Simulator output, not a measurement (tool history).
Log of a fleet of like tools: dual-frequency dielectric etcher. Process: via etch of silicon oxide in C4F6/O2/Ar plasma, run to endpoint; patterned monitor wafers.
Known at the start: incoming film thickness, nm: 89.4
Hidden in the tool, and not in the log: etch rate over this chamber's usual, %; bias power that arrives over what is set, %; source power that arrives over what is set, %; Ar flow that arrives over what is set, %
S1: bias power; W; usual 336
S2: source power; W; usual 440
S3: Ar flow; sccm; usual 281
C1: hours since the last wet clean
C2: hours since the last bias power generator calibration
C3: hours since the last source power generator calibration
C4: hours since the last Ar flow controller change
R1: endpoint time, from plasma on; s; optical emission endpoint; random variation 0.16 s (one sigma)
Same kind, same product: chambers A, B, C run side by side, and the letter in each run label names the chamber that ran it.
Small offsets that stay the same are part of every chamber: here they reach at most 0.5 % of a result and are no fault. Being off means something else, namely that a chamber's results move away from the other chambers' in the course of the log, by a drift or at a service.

Run 1B, day 0.329: usual settings; C1 338.1; C2 2050.7; C3 867.4; C4 3819.1. Result: R1 21.516 s.
Run 2C, day 0.767: usual settings; C1 534.3; C2 1642.2; C3 596.4; C4 3396.6. Result: R1 21.900 s.
At day 1.138: chamber C: wet clean of the chamber.
Run 3A, day 1.188: usual settings; C1 334.1; C2 2576.2; C3 898.8; C4 1829.7. Result: R1 21.488 s.
At day 1.379: chamber B: wet clean of the chamber.
Run 4B, day 1.579: usual settings; C1 4.8; C2 2080.7; C3 897.4; C4 3849.1. Result: R1 21.740 s.
Run 5A, day 1.921: usual settings but S2 540 W; C1 351.7; C2 2593.8; C3 916.4; C4 1847.3. Result: R1 19.802 s.
Run 6C, day 2.208: usual settings but S2 540 W; C1 25.8; C2 1676.8; C3 631.0; C4 3431.2. Result: R1 20.285 s.
Run 7A, day 2.446: usual settings but S2 540 W; C1 364.3; C2 2606.4; C3 929.0; C4 1859.9. Result: R1 20.162 s.
Run 8C, day 2.858: usual settings; C1 41.4; C2 1692.4; C3 646.6; C4 3446.8. Result: R1 21.727 s.
Run 9B, day 3.129: usual settings; C1 42.0; C2 2117.9; C3 934.6; C4 3886.3. Result: R1 21.695 s.
Run 10B, day 3.338: usual settings; C1 47.0; C2 2122.9; C3 939.6; C4 3891.3. Result: R1 21.433 s.
Run 11C, day 3.738: usual settings; C1 62.5; C2 1713.5; C3 667.7; C4 3467.9. Result: R1 21.656 s.
Run 12A, day 4.054: usual settings; C1 402.9; C2 2645.0; C3 967.6; C4 1898.5. Result: R1 22.078 s.
Run 13A, day 4.408: usual settings; C1 411.4; C2 2653.5; C3 976.1; C4 1907.0. Result: R1 21.924 s.
At day 4.412: chamber A: wet clean of the chamber.
Run 14B, day 4.742: usual settings; C1 80.7; C2 2156.6; C3 973.3; C4 3925.0. Result: R1 21.696 s.
Run 15C, day 5.138: usual settings; C1 96.1; C2 1747.1; C3 701.3; C4 3501.5. Result: R1 22.208 s.
Run 16A, day 5.442: usual settings but S2 340 W; C1 24.7; C2 2678.3; C3 1000.9; C4 1931.8. Result: R1 23.917 s.
Run 17B, day 5.700: usual settings but S2 340 W; C1 103.7; C2 2179.6; C3 996.3; C4 3948.0. Result: R1 24.067 s.
Run 18C, day 5.938: usual settings but S2 340 W; C1 115.3; C2 1766.3; C3 720.5; C4 3520.7. Result: R1 23.822 s.
At day 6.004: chamber B: Ar flow controller replaced.
Run 19C, day 6.383: usual settings; C1 126.0; C2 1777.0; C3 731.2; C4 3531.4. Result: R1 21.694 s.
Run 20A, day 6.650: usual settings; C1 53.7; C2 2707.3; C3 1029.9; C4 1960.8. Result: R1 21.524 s.
Run 21B, day 6.946: usual settings; C1 133.6; C2 2209.5; C3 1026.2; C4 22.6. Result: R1 21.748 s.
Run 22B, day 7.146: usual settings; C1 138.4; C2 2214.3; C3 1031.0; C4 27.4. Result: R1 21.541 s.
Run 23A, day 7.388: usual settings; C1 71.4; C2 2725.0; C3 1047.6; C4 1978.5. Result: R1 21.927 s.
Run 24C, day 7.775: usual settings; C1 159.4; C2 1810.4; C3 764.6; C4 3564.8. Result: R1 21.787 s.
Run 25B, day 8.079: usual settings; C1 160.8; C2 2236.7; C3 1053.4; C4 49.8. Result: R1 21.765 s.
Run 26A, day 8.404: usual settings; C1 95.8; C2 2749.4; C3 1072.0; C4 2002.9. Result: R1 21.744 s.
Run 27C, day 8.796: usual settings; C1 183.9; C2 1834.9; C3 789.1; C4 3589.3. Result: R1 21.689 s.
Run 28C, day 9.175: usual settings; C1 193.0; C2 1844.0; C3 798.2; C4 3598.4. Result: R1 21.702 s.
Run 29B, day 9.367: usual settings; C1 191.7; C2 2267.6; C3 1084.3; C4 80.7. Result: R1 21.556 s.
Run 30A, day 9.738: usual settings but S2 500 W, S3 308 sccm; C1 127.8; C2 2781.4; C3 1104.0; C4 2034.9. Result: R1 20.656 s.
Run 31C, day 9.975: usual settings but S2 500 W, S3 308 sccm; C1 212.2; C2 1863.2; C3 817.4; C4 3617.6. Result: R1 20.931 s.
Run 32B, day 10.354: usual settings but S2 500 W, S3 308 sccm; C1 215.4; C2 2291.3; C3 1108.0; C4 104.4. Result: R1 21.046 s.
Run 33A, day 10.692: usual settings; C1 150.7; C2 2804.3; C3 1126.9; C4 2057.8. Result: R1 21.822 s.
Run 34C, day 10.908: usual settings; C1 234.6; C2 1885.6; C3 839.8; C4 3640.0. Result: R1 21.942 s.
Run 35B, day 11.254: usual settings; C1 237.0; C2 2312.9; C3 1129.6; C4 126.0. Result: R1 21.761 s.
Run 36A, day 11.504: usual settings but S1 383 W, S3 326 sccm; C1 170.2; C2 2823.8; C3 1146.4; C4 2077.3. Result: R1 20.730 s.
Run 37B, day 11.746: usual settings but S1 383 W, S3 326 sccm; C1 248.8; C2 2324.7; C3 1141.4; C4 137.8. Result: R1 21.218 s.
Run 38C, day 12.096: usual settings but S1 383 W, S3 326 sccm; C1 263.1; C2 1914.1; C3 868.3; C4 3668.5. Result: R1 21.141 s.
Run 39A, day 12.496: usual settings but S1 389 W, S3 343 sccm; C1 194.0; C2 2847.6; C3 1170.2; C4 2101.1. Result: R1 20.777 s.
Run 40B, day 12.846: usual settings but S1 389 W, S3 343 sccm; C1 275.2; C2 2351.1; C3 1167.8; C4 164.2. Result: R1 20.657 s.
Run 41C, day 13.208: usual settings but S1 389 W, S3 343 sccm; C1 289.8; C2 1940.8; C3 895.0; C4 3695.2. Result: R1 21.175 s.

Read the log: is a single chamber off, either drifting away or since a service, is the gauge that measures every chamber drifting, or is nothing wrong beyond small per-chamber offsets? Name any odd chamber and what most likely caused it.

All chambers stay in line apart from their small fixed offsets, and the gauge does not drift.
